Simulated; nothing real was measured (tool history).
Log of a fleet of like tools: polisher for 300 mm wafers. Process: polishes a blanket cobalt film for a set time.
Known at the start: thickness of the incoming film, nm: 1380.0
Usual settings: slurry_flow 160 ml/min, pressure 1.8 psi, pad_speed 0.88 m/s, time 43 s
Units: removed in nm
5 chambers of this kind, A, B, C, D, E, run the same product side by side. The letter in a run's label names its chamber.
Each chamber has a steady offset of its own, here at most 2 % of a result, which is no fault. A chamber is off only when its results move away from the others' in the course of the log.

run,hour,slurry_flow,pressure,pad_speed,time,removed
1D,10.1,160,1.8,0.88,43,167.25
# hour 15.7: chamber B: worn pad replaced by a new one
# hour 16.0: chamber C: worn pad replaced by a new one
2E,21.5,160,1.8,0.88,43,167.19
3C,28.1,160,1.8,0.88,43,170.13
4B,40.1,160,1.8,0.88,43,171.86
5A,45.6,160,1.8,0.88,43,164.54
# hour 51.3: chamber A: head pressure recalibrated
6E,55.1,160,1.8,1.02,43,198.00
7D,60.9,160,1.8,1.02,43,187.96
# hour 61.8: chamber A: worn pad replaced by a new one
8B,69.5,160,1.8,1.02,43,196.60
9A,75.3,160,1.8,1.02,43,191.74
# hour 83.9: chamber C: worn pad replaced by a new one
10C,87.6,160,1.8,1.02,43,191.05
# hour 91.8: chamber E: worn pad replaced by a new one
# hour 91.8: chamber B: worn pad replaced by a new one
# hour 96.4: chamber E: head pressure recalibrated
11E,97.7,160,1.8,0.88,43,169.53
12A,103.7,160,1.8,0.88,43,166.26
13B,109.9,160,1.8,0.88,43,170.68
14C,116.5,160,1.8,0.88,43,168.51
15D,125.9,160,2.3,1.12,43,271.77
16D,137.0,160,2.3,1.12,43,269.74
# hour 138.6: chamber D: slurry nozzle cleaned
17B,142.4,160,2.3,1.12,43,277.93
18A,151.4,160,2.3,1.12,43,263.81
# hour 151.9: chamber C: worn pad replaced by a new one
# hour 158.5: chamber A: worn pad replaced by a new one
19E,159.8,160,2.3,1.12,43,276.18
20C,170.0,160,1.8,0.88,43,166.25
# hour 174.5: chamber B: worn pad replaced by a new one
# hour 175.5: chamber A: slurry nozzle cleaned
21A,176.8,160,1.8,0.88,43,166.24
# hour 179.9: chamber B: slurry nozzle cleaned
22E,187.4,160,1.8,0.88,43,169.21
23C,195.8,160,1.8,0.88,43,167.38
# hour 200.0: chamber E: worn pad replaced by a new one
24D,205.3,160,1.8,0.88,43,162.51
25B,213.6,120,1.8,0.88,43,161.85
# hour 213.7: chamber C: worn pad replaced by a new one
26B,223.3,120,1.8,0.88,43,162.63
# hour 224.1: chamber D: head pressure recalibrated
27A,232.7,120,1.8,0.88,43,156.50
28D,240.5,120,1.8,0.88,43,153.53
29C,248.6,120,1.8,0.88,43,161.41
30E,254.1,160,1.8,0.88,43,168.28
# hour 258.4: chamber B: worn pad replaced by a new one
31A,261.1,160,1.8,1.06,43,200.69
# hour 268.0: chamber A: worn pad replaced by a new one
32C,269.6,160,1.8,1.06,43,200.42
33B,275.5,160,1.8,1.06,43,203.67
# hour 283.5: chamber C: worn pad replaced by a new one
34E,284.7,160,1.8,1.06,43,202.77
35D,290.3,160,1.8,1.06,43,190.42
36E,300.8,160,1.8,0.88,43,169.10
37B,313.1,160,1.8,0.88,43,169.01
38A,318.5,160,1.8,0.88,43,164.31
# hour 324.3: chamber C: head pressure recalibrated
39C,330.4,160,1.8,0.88,43,166.56
40D,338.5,160,1.8,0.88,43,156.07

Next, every chamber runs the same settings. What will each give?
41A,347.4,115,1.8,0.88,43,?
41B,347.4,115,1.8,0.88,43,?
41C,347.4,115,1.8,0.88,43,?
41D,347.4,115,1.8,0.88,43,?
41E,347.4,115,1.8,0.88,43,?

run,removed
41A,155.66
41B,160.01
41C,157.35
41D,145.63
41E,155.86
